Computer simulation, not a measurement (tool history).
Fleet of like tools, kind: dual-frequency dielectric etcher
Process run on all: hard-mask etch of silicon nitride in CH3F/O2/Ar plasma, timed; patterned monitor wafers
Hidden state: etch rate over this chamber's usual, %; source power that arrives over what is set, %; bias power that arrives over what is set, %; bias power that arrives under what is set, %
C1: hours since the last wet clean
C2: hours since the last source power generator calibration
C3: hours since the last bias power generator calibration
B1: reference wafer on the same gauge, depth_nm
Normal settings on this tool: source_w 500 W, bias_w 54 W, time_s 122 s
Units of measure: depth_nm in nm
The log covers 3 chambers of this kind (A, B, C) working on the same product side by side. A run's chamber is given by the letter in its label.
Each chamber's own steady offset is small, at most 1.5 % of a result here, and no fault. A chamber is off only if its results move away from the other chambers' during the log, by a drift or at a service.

Run 1C, hour 7: usual settings; C1 243.4; C2 4457.6; C3 418.1; B1 68.018. Result: depth_nm 84.234 nm.
Run 2B, hour 15: usual settings; C1 389.2; C2 933.6; C3 990.2; B1 68.039. Result: depth_nm 85.248 nm.
Run 3A, hour 24.3: usual settings; C1 283.2; C2 1148.9; C3 289.4; B1 68.074. Result: depth_nm 85.888 nm.
At hour 30.2: chamber B: wet clean of the chamber.
Run 4B, hour 32.4: usual settings; C1 2.3; C2 951; C3 1007.6; B1 68.095. Result: depth_nm 85.32 nm.
Run 5A, hour 41.2: usual settings; C1 300.1; C2 1165.8; C3 306.3; B1 68.101. Result: depth_nm 86.173 nm.
Run 6C, hour 46.4: usual settings; C1 282.8; C2 4497; C3 457.5; B1 68.144. Result: depth_nm 84.24 nm.
Run 7B, hour 54.3: usual settings; C1 24.2; C2 972.9; C3 1029.5; B1 68.148. Result: depth_nm 85.515 nm.
Run 8A, hour 61.1: usual settings but bias_w 66 W, time_s 146.5 s; C1 320; C2 1185.7; C3 326.2; B1 68.159. Result: depth_nm 110.06 nm.
Run 9C, hour 71.6: usual settings but bias_w 66 W, time_s 146.5 s; C1 308; C2 4522.2; C3 482.7; B1 68.202. Result: depth_nm 108.13 nm.
Run 10B, hour 77: usual settings but bias_w 66 W, time_s 146.5 s; C1 46.9; C2 995.6; C3 1052.2; B1 68.229. Result: depth_nm 109.33 nm.
Run 11C, hour 85.5: usual settings; C1 321.9; C2 4536.1; C3 496.6; B1 68.238. Result: depth_nm 84.511 nm.
Run 12A, hour 91.8: usual settings; C1 350.7; C2 1216.4; C3 356.9; B1 68.276. Result: depth_nm 86.371 nm.
Run 13A, hour 101.3: usual settings; C1 360.2; C2 1225.9; C3 366.4; B1 68.283. Result: depth_nm 86.22 nm.
Run 14B, hour 107.9: usual settings; C1 77.8; C2 1026.5; C3 1083.1; B1 68.292. Result: depth_nm 85.42 nm.
Run 15C, hour 116: usual settings; C1 352.4; C2 4566.6; C3 527.1; B1 68.295. Result: depth_nm 84.526 nm.
Run 16C, hour 123.2: usual settings; C1 359.6; C2 4573.8; C3 534.3; B1 68.325. Result: depth_nm 84.543 nm.
Run 17A, hour 129.4: usual settings; C1 388.3; C2 1254; C3 394.5; B1 68.357. Result: depth_nm 86.512 nm.
At hour 131.1: chamber A: wet clean of the chamber.
Run 18B, hour 139.5: usual settings; C1 109.4; C2 1058.1; C3 1114.7; B1 68.364. Result: depth_nm 85.801 nm.
Run 19A, hour 146.7: usual settings; C1 15.6; C2 1271.3; C3 411.8; B1 68.406. Result: depth_nm 86.512 nm.
Run 20C, hour 156.9: usual settings; C1 393.3; C2 4607.5; C3 568; B1 68.404. Result: depth_nm 84.403 nm.
Run 21B, hour 165.9: usual settings; C1 135.8; C2 1084.5; C3 1141.1; B1 68.448. Result: depth_nm 85.44 nm.
Run 22B, hour 173.5: usual settings; C1 143.4; C2 1092.1; C3 1148.7; B1 68.484. Result: depth_nm 85.372 nm.

Read the log: is a single chamber off, either drifting away or since a service, is the gauge that measures every chamber drifting, or is nothing wrong beyond small per-chamber offsets? Name any odd chamber and what most likely caused it.

It is the gauge, not a chamber: its drift shows up in every chamber's results at once, and no chamber is off.
What lies behind it: gauge reads high (%) = 0.719.
